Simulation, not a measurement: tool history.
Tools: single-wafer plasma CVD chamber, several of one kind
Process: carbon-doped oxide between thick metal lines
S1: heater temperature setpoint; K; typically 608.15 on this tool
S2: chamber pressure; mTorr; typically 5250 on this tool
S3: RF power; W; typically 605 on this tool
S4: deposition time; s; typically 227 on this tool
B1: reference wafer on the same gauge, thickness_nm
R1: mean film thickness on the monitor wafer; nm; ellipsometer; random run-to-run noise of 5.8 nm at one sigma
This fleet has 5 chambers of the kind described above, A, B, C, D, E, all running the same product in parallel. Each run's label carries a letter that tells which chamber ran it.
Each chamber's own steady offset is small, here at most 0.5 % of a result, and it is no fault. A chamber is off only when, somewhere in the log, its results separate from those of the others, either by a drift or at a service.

run 1B hour=10.4 | S1=608.15 S2=5250 S3=605 S4=227 | B1=1230.3 | R1=1344.1
run 2C hour=18.4 | S1=608.15 S2=5250 S3=605 S4=227 | B1=1229.2 | R1=1349.8
run 3D hour=27.1 | S1=608.15 S2=5250 S3=605 S4=227 | B1=1229.8 | R1=1338.5
-- hour=29.2 chamber E: capacitance manometer re-zeroed and calibrated
run 4E hour=35.1 | S1=608.15 S2=5250 S3=605 S4=227 | B1=1230.0 | R1=1345.2
run 5A hour=46.0 | S1=608.15 S2=5250 S3=605 S4=227 | B1=1229.7 | R1=1353.5
run 6A hour=50.9 | S1=608.15 S2=5250 S3=605 S4=227 | B1=1229.4 | R1=1365.8
run 7E hour=56.4 | S1=608.15 S2=5250 S3=605 S4=227 | B1=1230.5 | R1=1338.1
run 8C hour=67.5 | S1=608.15 S2=5250 S3=605 S4=227 | B1=1230.3 | R1=1353.3
run 9B hour=78.0 | S1=608.15 S2=5250 S3=605 S4=227 | B1=1230.3 | R1=1344.9
run 10D hour=86.3 | S1=608.15 S2=5250 S3=605 S4=227 | B1=1229.5 | R1=1347.1
run 11A hour=96.1 | S1=608.15 S2=5250 S3=605 S4=227 | B1=1230.4 | R1=1358.4
run 12B hour=104.4 | S1=608.15 S2=5250 S3=605 S4=227 | B1=1228.4 | R1=1350.1
run 13C hour=112.8 | S1=608.15 S2=5250 S3=605 S4=227 | B1=1230.0 | R1=1362.7
run 14E hour=118.4 | S1=608.15 S2=5250 S3=605 S4=227 | B1=1231.1 | R1=1323.6
run 15D hour=126.2 | S1=608.15 S2=5250 S3=605 S4=227 | B1=1229.4 | R1=1346.8
run 16E hour=132.5 | S1=608.15 S2=5250 S3=605 S4=227 | B1=1230.0 | R1=1326.8
run 17A hour=140.8 | S1=608.15 S2=5250 S3=605 S4=227 | B1=1230.6 | R1=1358.7
run 18C hour=149.7 | S1=595.15 S2=5250 S3=720 S4=227 | B1=1231.1 | R1=1549.1
run 19D hour=159.9 | S1=595.15 S2=5250 S3=720 S4=227 | B1=1229.8 | R1=1544.8
run 20B hour=168.9 | S1=595.15 S2=5250 S3=720 S4=227 | B1=1228.7 | R1=1547.3
run 21B hour=178.9 | S1=595.15 S2=5250 S3=720 S4=227 | B1=1230.1 | R1=1557.3
run 22D hour=186.2 | S1=595.15 S2=5250 S3=720 S4=227 | B1=1230.0 | R1=1552.8
run 23C hour=191.5 | S1=598.15 S2=4720 S3=605 S4=227 | B1=1229.2 | R1=1369.7
run 24E hour=201.9 | S1=598.15 S2=4720 S3=605 S4=227 | B1=1229.0 | R1=1334.4
run 25A hour=210.9 | S1=598.15 S2=4720 S3=605 S4=227 | B1=1230.6 | R1=1366.3
run 26E hour=221.5 | S1=598.15 S2=4720 S3=605 S4=227 | B1=1229.6 | R1=1326.3
-- hour=221.9 chamber A: RF generator calibrated
run 27B hour=228.4 | S1=598.15 S2=4720 S3=605 S4=227 | B1=1230.2 | R1=1375.1
run 28C hour=234.0 | S1=608.15 S2=5250 S3=605 S4=227 | B1=1228.9 | R1=1347.0
run 29A hour=242.0 | S1=608.15 S2=5250 S3=605 S4=227 | B1=1228.2 | R1=1357.2
run 30D hour=251.8 | S1=608.15 S2=5250 S3=605 S4=227 | B1=1230.0 | R1=1336.6
run 31E hour=259.7 | S1=608.15 S2=5250 S3=605 S4=227 | B1=1229.4 | R1=1299.5
run 32B hour=270.0 | S1=608.15 S2=5250 S3=605 S4=227 | B1=1230.8 | R1=1358.0
run 33D hour=275.3 | S1=608.15 S2=5250 S3=645 S4=249 | B1=1230.7 | R1=1527.8
run 34A hour=282.2 | S1=608.15 S2=5250 S3=645 S4=249 | B1=1230.9 | R1=1535.9
run 35C hour=288.9 | S1=608.15 S2=5250 S3=645 S4=249 | B1=1228.8 | R1=1531.0
-- hour=293.4 chamber D: RF generator calibrated
run 36C hour=296.9 | S1=608.15 S2=5250 S3=645 S4=249 | B1=1230.1 | R1=1535.6
run 37D hour=302.3 | S1=608.15 S2=5250 S3=645 S4=249 | B1=1229.8 | R1=1530.0
run 38E hour=309.0 | S1=608.15 S2=5250 S3=605 S4=227 | B1=1229.8 | R1=1284.7
run 39B hour=314.4 | S1=608.15 S2=5250 S3=605 S4=227 | B1=1230.2 | R1=1346.6

Next, all 5 chambers run the settings below, one line each with question marks for the results. What does each chamber give?
run 40A hour=322.3 | S1=608.15 S2=5250 S3=605 S4=188 | R1=?
run 40B hour=322.3 | S1=608.15 S2=5250 S3=605 S4=188 | R1=?
run 40C hour=322.3 | S1=608.15 S2=5250 S3=605 S4=188 | R1=?
run 40D hour=322.3 | S1=608.15 S2=5250 S3=605 S4=188 | R1=?
run 40E hour=322.3 | S1=608.15 S2=5250 S3=605 S4=188 | R1=?

run=40A R1=1123.1
run=40B R1=1121.0
run=40C R1=1127.4
run=40D R1=1109.1
run=40E R1=1068.7

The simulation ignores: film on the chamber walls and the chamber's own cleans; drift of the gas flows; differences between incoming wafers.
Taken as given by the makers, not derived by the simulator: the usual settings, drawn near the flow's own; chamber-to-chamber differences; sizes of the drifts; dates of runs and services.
